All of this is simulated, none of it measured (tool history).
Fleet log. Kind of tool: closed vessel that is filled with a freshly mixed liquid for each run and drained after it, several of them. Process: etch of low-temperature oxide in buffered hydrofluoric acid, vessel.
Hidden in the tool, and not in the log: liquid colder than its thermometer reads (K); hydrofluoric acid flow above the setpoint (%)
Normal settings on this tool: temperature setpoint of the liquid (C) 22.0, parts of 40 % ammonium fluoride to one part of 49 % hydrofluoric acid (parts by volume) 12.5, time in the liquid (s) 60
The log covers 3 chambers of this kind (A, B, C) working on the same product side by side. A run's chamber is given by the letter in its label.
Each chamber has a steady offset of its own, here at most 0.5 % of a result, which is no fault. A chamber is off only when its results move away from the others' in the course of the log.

| run | hour | temperature setpoint of the liquid (C) | parts of 40 % ammonium fluoride to one part of 49 % hydrofluoric acid (parts by volume) | time in the liquid (s) | hours since the thermometer was replaced | hours since the hydrofluoric acid flow meter was replaced | read-back film thickness of the low-temperature oxide reference wafer, read on the same gauge (nm) | thickness taken off the low-temperature oxide on a monitor wafer (angstrom) |
|---|---|---|---|---|---|---|---|---|
| 1A | 4.8 | 22.0 | 12.5 | 60 | 92.1 | 236.0 | 80.020 | 864.15 |
| 2B | 12.2 | 22.0 | 12.5 | 60 | 2502.7 | 1085.1 | 79.976 | 879.75 |
| 3C | 18.6 | 22.0 | 12.5 | 60 | 422.0 | 1258.1 | 79.993 | 856.71 |
| 4C | 24.3 | 22.0 | 12.5 | 60 | 427.7 | 1263.8 | 80.036 | 848.37 |
| 5A | 29.5 | 22.0 | 12.5 | 60 | 116.8 | 260.7 | 79.981 | 861.38 |
| 6B | 33.9 | 22.0 | 12.5 | 60 | 2524.4 | 1106.8 | 79.982 | 868.24 |
| 7B | 37.4 | 22.0 | 12.5 | 60 | 2527.9 | 1110.3 | 79.991 | 869.51 |
| 8A | 43.3 | 22.0 | 12.5 | 60 | 130.6 | 274.5 | 80.020 | 856.99 |
| 9C | 48.2 | 22.0 | 10.5 | 90 | 451.6 | 1287.7 | 79.996 | 1559.00 |
| 10A | 53.1 | 22.0 | 10.5 | 90 | 140.4 | 284.3 | 80.007 | 1505.00 |
| 11B | 58.3 | 22.0 | 10.5 | 90 | 2548.8 | 1131.2 | 79.979 | 1559.40 |
| 12C | 62.4 | 22.0 | 9.5 | 40 | 465.8 | 1301.9 | 80.028 | 730.58 |
| 13C | 69.9 | 22.0 | 9.5 | 40 | 473.3 | 1309.4 | 80.041 | 741.85 |
| 14A | 76.4 | 22.0 | 9.5 | 40 | 163.7 | 307.6 | 79.949 | 738.25 |
| 15B | 80.4 | 22.0 | 12.5 | 60 | 2570.9 | 1153.3 | 79.991 | 877.20 |
| 16A | 85.8 | 22.0 | 14.0 | 40 | 173.1 | 317.0 | 79.937 | 520.55 |
| 17C | 89.2 | 22.0 | 14.0 | 40 | 492.6 | 1328.7 | 79.973 | 517.88 |
| 18B | 92.8 | 22.0 | 14.0 | 40 | 2583.3 | 1165.7 | 80.037 | 514.07 |
| 19C | 96.2 | 22.0 | 12.5 | 60 | 499.6 | 1335.7 | 80.000 | 871.36 |
| 20A | 103.3 | 22.0 | 10.0 | 60 | 190.6 | 334.5 | 80.016 | 1097.90 |
| 21B | 107.8 | 22.0 | 10.0 | 60 | 2598.3 | 1180.7 | 79.965 | 1084.30 |
| 22B | 114.4 | 22.0 | 10.0 | 60 | 2604.9 | 1187.3 | 80.000 | 1091.90 |
| 23C | 118.9 | 22.0 | 12.5 | 60 | 522.3 | 1358.4 | 79.981 | 863.27 |
| 24A | 125.5 | 22.0 | 12.5 | 60 | 212.8 | 356.7 | 80.012 | 905.19 |
|  | 131.2 | chamber B: thermometer replaced |
| 25A | 132.2 | 22.0 | 12.5 | 60 | 219.5 | 363.4 | 80.036 | 919.40 |
| 26C | 136.0 | 22.0 | 12.5 | 60 | 539.4 | 1375.5 | 79.992 | 871.52 |
| 27B | 140.8 | 22.0 | 12.5 | 60 | 9.7 | 1213.7 | 79.992 | 874.60 |
|  | 142.7 | chamber C: hydrofluoric acid flow meter replaced |
| 28A | 145.2 | 17.5 | 12.5 | 90 | 232.5 | 376.4 | 80.035 | 1067.30 |
| 29C | 151.3 | 17.5 | 12.5 | 90 | 554.7 | 8.6 | 79.998 | 979.59 |
| 30B | 157.1 | 17.5 | 12.5 | 90 | 26.0 | 1230.0 | 80.039 | 1018.20 |
| 31B | 161.5 | 22.0 | 12.5 | 60 | 30.4 | 1234.4 | 79.980 | 884.04 |
| 32C | 165.7 | 22.0 | 12.5 | 60 | 569.1 | 23.0 | 79.993 | 869.47 |

Each of the 3 chambers runs these same settings next. Fill in every chamber's results:
| 33A | 171.2 | 22.0 | 12.5 | 60 |  |  |  | ? |
| 33B | 171.2 | 22.0 | 12.5 | 60 |  |  |  | ? |
| 33C | 171.2 | 22.0 | 12.5 | 60 |  |  |  | ? |

| run | thickness taken off the low-temperature oxide on a monitor wafer (angstrom) |
|---|---|
| 33A | 951.36 |
| 33B | 877.62 |
| 33C | 867.10 |
